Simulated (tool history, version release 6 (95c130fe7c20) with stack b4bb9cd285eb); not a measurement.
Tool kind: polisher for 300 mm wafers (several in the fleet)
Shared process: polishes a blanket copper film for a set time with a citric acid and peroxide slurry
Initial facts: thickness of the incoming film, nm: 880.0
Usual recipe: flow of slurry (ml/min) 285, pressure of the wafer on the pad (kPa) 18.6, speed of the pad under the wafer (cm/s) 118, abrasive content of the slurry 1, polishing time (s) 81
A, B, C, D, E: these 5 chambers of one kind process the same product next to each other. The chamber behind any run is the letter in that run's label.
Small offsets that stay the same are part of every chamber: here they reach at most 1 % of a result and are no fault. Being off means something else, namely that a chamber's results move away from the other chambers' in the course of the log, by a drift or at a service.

run   hour  flow of slurry (ml/min)  pressure of the wafer on the pad (kPa)  speed of the pad under the wafer (cm/s)  abrasive content of the slurry  polishing time (s)  film removed (nm)
       6.3  -- chamber E: worn pad replaced by a new one
 1A    9.8                      285                                    18.6                                      118                               1                  81             216.55
        13  -- chamber C: worn pad replaced by a new one
        18  -- chamber B: worn pad replaced by a new one
      19.2  -- chamber D: worn pad replaced by a new one
 2B   19.5                      285                                    18.6                                      118                               1                  81             217.01
 3D   27.8                      285                                    18.6                                      118                               1                  81             218.08
 4C   36.3                      285                                    18.6                                      118                               1                  81             214.96
      42.5  -- chamber A: worn pad replaced by a new one
 5E   43.9                      285                                    18.6                                      118                               1                  81              218.4
 6B   49.4                      285                                    18.6                                      118                               1                  81             217.77
      52.8  -- chamber D: slurry blender recalibrated
      54.3  -- chamber A: slurry blender recalibrated
 7D   58.2                      285                                    18.6                                      118                               1                  81             219.22
      62.9  -- chamber E: head pressure recalibrated
 8E   65.7                      285                                    18.6                                      118                               1                  81             218.59
      66.4  -- chamber B: slurry blender recalibrated
 9C   74.6                      285                                    18.6                                      118                               1                  81             213.91
10A     82                      285                                    18.6                                      118                               1                  81             218.41
11B   89.2                      285                                    18.6                                      118                               1                  81             217.73
      94.7  -- chamber E: worn pad replaced by a new one
12E   95.3                      285                                    18.6                                      118                               1                  81             219.01
13D    101                      285                                    18.6                                      118                               1                  81             216.07
     103.8  -- chamber A: worn pad replaced by a new one
     107.1  -- chamber E: slurry nozzle cleaned
14C  110.2                      285                                    18.6                                      118                               1                  81             215.53
     113.6  -- chamber C: worn pad replaced by a new one
15A  120.5                      285                                    18.6                                      118                               1                  81              220.5
     127.1  -- chamber B: worn pad replaced by a new one
16D  129.5                      285                                    18.6                                      118                               1                  81             218.04
17E    140                      285                                    18.6                                      118                               1                  81             217.25
       145  -- chamber D: worn pad replaced by a new one
18B    148                      285                                    18.6                                      118                               1                  81                215
       153  -- chamber A: slurry nozzle cleaned
19A  153.1                      285                                    18.6                                      118                               1                  81             218.91
20C  160.4                      285                                    18.6                                      118                               1                  81              211.4
21C  165.4                      285                                    18.6                                      118                               1                  81             211.05
22A  170.8                      285                                    18.6                                      118                               1                  81             219.24
     172.9  -- chamber E: worn pad replaced by a new one
23D  176.7                      285                                    18.6                                      118                               1                  81             218.61
     176.8  -- chamber A: worn pad replaced by a new one
     177.3  -- chamber B: slurry blender recalibrated
24B  185.6                      285                                    18.6                                      118                               1                  81             218.32
25E  194.7                      285                                    18.6                                      118                               1                  81             217.09
     198.6  -- chamber C: worn pad replaced by a new one
     203.8  -- chamber C: head pressure recalibrated
26C  204.8                      285                                    18.6                                      118                               1                  81             212.09
     212.9  -- chamber D: slurry blender recalibrated
27D  213.1                      285                                    18.6                                      118                               1                  81             217.77
28E  221.9                      285                                    18.6                                      118                            0.75                  55             139.44
29A  227.5                      285                                    18.6                                      118                            0.75                  55             141.58
30B  236.3                      285                                    18.6                                      118                            0.75                  55             137.24
31D    247                      285                                    18.6                                      118                            0.75                  55             139.01
     251.6  -- chamber A: worn pad replaced by a new one
     255.2  -- chamber E: worn pad replaced by a new one
32E  257.7                      285                                    18.6                                      118                            0.75                  55             139.26
     259.9  -- chamber B: worn pad replaced by a new one
     260.4  -- chamber D: worn pad replaced by a new one
33B  268.3                      375                                    18.6                                      118                               1                  92             252.39
34A  278.3                      375                                    18.6                                      118                               1                  92             256.29
35C  286.1                      375                                    18.6                                      118                               1                  92             243.22
36D  291.4                      375                                    18.6                                      118                               1                  92             251.19
     293.7  -- chamber E: slurry blender recalibrated
     294.2  -- chamber B: slurry blender recalibrated
     294.3  -- chamber C: worn pad replaced by a new one
37C  300.8                      375                                    18.6                                      118                               1                  92             244.31
38B  310.8                      285                                    18.6                                      118                               1                  81             216.06
39A  315.7                      285                                    24.1                                      118                             1.2                  81             295.42
40E  321.1                      285                                    24.1                                      118                             1.2                  81             294.97
     323.7  -- chamber A: worn pad replaced by a new one
41A  330.3                      285                                    24.1                                      118                             1.2                  81             294.56

Each of the 5 chambers runs these same settings next. Fill in every chamber's results:
42A  338.3                      315                                    18.6                                      118                               1                  81                  ?
42B  338.3                      315                                    18.6                                      118                               1                  81                  ?
42C  338.3                      315                                    18.6                                      118                               1                  81                  ?
42D  338.3                      315                                    18.6                                      118                               1                  81                  ?
42E  338.3                      315                                    18.6                                      118                               1                  81                  ?

run  film removed (nm)
42A             220.08
42B             219.84
42C             203.73
42D             222.07
42E             217.66
